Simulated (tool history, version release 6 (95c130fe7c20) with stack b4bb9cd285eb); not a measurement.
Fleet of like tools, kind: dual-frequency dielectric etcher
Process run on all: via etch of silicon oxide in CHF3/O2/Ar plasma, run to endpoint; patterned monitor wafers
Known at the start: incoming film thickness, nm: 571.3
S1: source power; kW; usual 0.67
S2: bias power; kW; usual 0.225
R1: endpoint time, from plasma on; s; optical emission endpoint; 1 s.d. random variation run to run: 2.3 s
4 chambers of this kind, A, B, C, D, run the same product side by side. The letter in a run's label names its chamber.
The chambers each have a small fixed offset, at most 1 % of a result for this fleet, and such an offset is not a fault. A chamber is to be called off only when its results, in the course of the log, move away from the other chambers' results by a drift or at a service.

| run | hour | S1 | S2 | R1 |
|---|---|---|---|---|
| 1C | 12 | 0.67 | 0.225 | 259.04 |
| 2D | 23.5 | 0.67 | 0.225 | 257.77 |
| 3A | 29.6 | 0.67 | 0.225 | 255.42 |
| 4B | 38.5 | 0.67 | 0.225 | 260.58 |
| 5B | 47.9 | 0.67 | 0.177 | 277.46 |
| 6D | 55.7 | 0.67 | 0.177 | 277.34 |
| 7C | 63.5 | 0.67 | 0.177 | 274.91 |
| 8A | 69.7 | 0.67 | 0.177 | 278.05 |
| 9C | 81.2 | 0.67 | 0.225 | 253 |
|  | 85.7 | chamber B: wet clean of the chamber |
| 10B | 91.6 | 0.67 | 0.225 | 261.49 |
| 11D | 100.8 | 0.67 | 0.264 | 244.98 |
| 12A | 111.9 | 0.67 | 0.264 | 243.87 |
| 13B | 119.4 | 0.67 | 0.264 | 245.8 |
| 14D | 129.5 | 0.67 | 0.264 | 244.86 |
| 15A | 141.1 | 0.51 | 0.275 | 262.85 |
|  | 148.1 | chamber C: wet clean of the chamber |
| 16C | 148.6 | 0.51 | 0.275 | 266.96 |
| 17A | 158.5 | 0.51 | 0.275 | 262.93 |
| 18B | 167.1 | 0.51 | 0.275 | 266.72 |
| 19D | 178.1 | 0.67 | 0.225 | 262 |
| 20C | 185.4 | 0.67 | 0.225 | 257.53 |
| 21D | 192.5 | 0.67 | 0.225 | 255.68 |
| 22A | 201.8 | 0.67 | 0.225 | 257.24 |
| 23B | 214.5 | 0.61 | 0.182 | 289.53 |
| 24C | 222 | 0.61 | 0.182 | 280.89 |
| 25B | 231.1 | 0.61 | 0.182 | 284.95 |
| 26D | 244.3 | 0.61 | 0.182 | 290.64 |
| 27A | 251.1 | 0.67 | 0.225 | 255.44 |
| 28C | 263.1 | 0.67 | 0.225 | 256.94 |

Which is it: a chamber that has drifted or been left off by a service, a gauge drift common to all chambers, or only each chamber's usual small offset? If a chamber is off, name it and its likeliest cause.

Nothing is wrong: each chamber keeps only its own small, steady offset and the gauge holds still.
